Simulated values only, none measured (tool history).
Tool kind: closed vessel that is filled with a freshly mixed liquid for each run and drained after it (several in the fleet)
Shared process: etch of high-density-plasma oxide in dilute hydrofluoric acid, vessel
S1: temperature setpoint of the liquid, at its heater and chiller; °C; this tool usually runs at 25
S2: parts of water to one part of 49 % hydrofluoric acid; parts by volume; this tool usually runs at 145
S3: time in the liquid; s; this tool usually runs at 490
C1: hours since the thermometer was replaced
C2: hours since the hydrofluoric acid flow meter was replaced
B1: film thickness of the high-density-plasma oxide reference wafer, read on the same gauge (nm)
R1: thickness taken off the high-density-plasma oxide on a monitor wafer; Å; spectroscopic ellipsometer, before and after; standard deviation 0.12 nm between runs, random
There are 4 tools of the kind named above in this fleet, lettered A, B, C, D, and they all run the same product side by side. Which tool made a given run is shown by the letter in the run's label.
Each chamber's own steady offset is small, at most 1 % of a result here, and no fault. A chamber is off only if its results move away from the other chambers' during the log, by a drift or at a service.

Run 1D, hour 5.3: usual settings; C1 244.3; C2 986.3; B1 60.002. Result: R1 179.97 Å.
Run 2B, hour 11.3: usual settings; C1 270.7; C2 1201.3; B1 60.032. Result: R1 182.65 Å.
Run 3C, hour 20: usual settings; C1 1577.1; C2 442.5; B1 60.016. Result: R1 180.32 Å.
Run 4A, hour 25.5: usual settings; C1 1407.5; C2 53.4; B1 59.984. Result: R1 180.47 Å.
Run 5A, hour 33.1: usual settings; C1 1415.1; C2 61; B1 60.029. Result: R1 181.34 Å.
Run 6B, hour 40: usual settings; C1 299.4; C2 1230; B1 60. Result: R1 180.25 Å.
Run 7D, hour 47.4: usual settings; C1 286.4; C2 1028.4; B1 59.98. Result: R1 184.18 Å.
Run 8C, hour 55.6: usual settings; C1 1612.7; C2 478.1; B1 60.009. Result: R1 179.25 Å.
Run 9A, hour 63.7: usual settings; C1 1445.7; C2 91.6; B1 60.013. Result: R1 182.35 Å.
Run 10B, hour 72.1: usual settings; C1 331.5; C2 1262.1; B1 60.017. Result: R1 180.02 Å.
Run 11D, hour 77.9: usual settings; C1 316.9; C2 1058.9; B1 59.999. Result: R1 182.66 Å.
Run 12C, hour 82.8: usual settings; C1 1639.9; C2 505.3; B1 59.972. Result: R1 178.41 Å.
Run 13D, hour 89.8: usual settings; C1 328.8; C2 1070.8; B1 60.017. Result: R1 184.71 Å.
Run 14A, hour 95.1: usual settings; C1 1477.1; C2 123; B1 59.983. Result: R1 181.85 Å.
Run 15B, hour 102.7: usual settings; C1 362.1; C2 1292.7; B1 60.017. Result: R1 182.71 Å.
At hour 102.8: chamber C: hydrofluoric acid flow meter replaced.
Run 16C, hour 109.8: usual settings; C1 1666.9; C2 7; B1 60.036. Result: R1 178.69 Å.
Run 17D, hour 115.7: usual settings; C1 354.7; C2 1096.7; B1 60.018. Result: R1 186.04 Å.
At hour 117: chamber B: hydrofluoric acid flow meter replaced.
Run 18A, hour 121.1: usual settings; C1 1503.1; C2 149; B1 60.016. Result: R1 181.53 Å.
Run 19C, hour 126.2: usual settings; C1 1683.3; C2 23.4; B1 60.017. Result: R1 180.54 Å.
Run 20B, hour 133.7: usual settings but S2 185 parts by volume, S3 235 s; C1 393.1; C2 16.8; B1 59.978. Result: R1 65.136 Å.
Run 21B, hour 140.8: usual settings but S2 185 parts by volume, S3 235 s; C1 400.2; C2 23.9; B1 59.972. Result: R1 65.445 Å.
At hour 142.5: chamber C: thermometer replaced.
Run 22C, hour 147.6: usual settings but S2 185 parts by volume, S3 235 s; C1 5.1; C2 44.8; B1 59.993. Result: R1 64.162 Å.
Run 23D, hour 153.6: usual settings but S2 185 parts by volume, S3 235 s; C1 392.6; C2 1134.6; B1 60.005. Result: R1 69.144 Å.
Run 24A, hour 161.7: usual settings; C1 1543.7; C2 189.6; B1 59.998. Result: R1 182.92 Å.
Run 25C, hour 168: usual settings; C1 25.5; C2 65.2; B1 60.02. Result: R1 179.85 Å.
Run 26B, hour 175.4: usual settings; C1 434.8; C2 58.5; B1 60.007. Result: R1 183.15 Å.
Run 27D, hour 183.5: usual settings; C1 422.5; C2 1164.5; B1 59.993. Result: R1 198.33 Å.
Run 28A, hour 188.7: usual settings; C1 1570.7; C2 216.6; B1 59.988. Result: R1 180.2 Å.
Run 29C, hour 195.4: usual settings; C1 52.9; C2 92.6; B1 60.029. Result: R1 177.98 Å.
Run 30D, hour 201.8: usual settings; C1 440.8; C2 1182.8; B1 59.966. Result: R1 197.21 Å.
Run 31A, hour 207: usual settings; C1 1589; C2 234.9; B1 59.991. Result: R1 182.92 Å.

Each of the 4 chambers runs these same settings next. Fill in every chamber's results:
Run 32A, hour 213.2: usual settings. Result: R1 ?.
Run 32B, hour 213.2: usual settings. Result: R1 ?.
Run 32C, hour 213.2: usual settings. Result: R1 ?.
Run 32D, hour 213.2: usual settings. Result: R1 ?.

run      R1
32A  182.09
32B  182.55
32C  180.54
32D   198.3
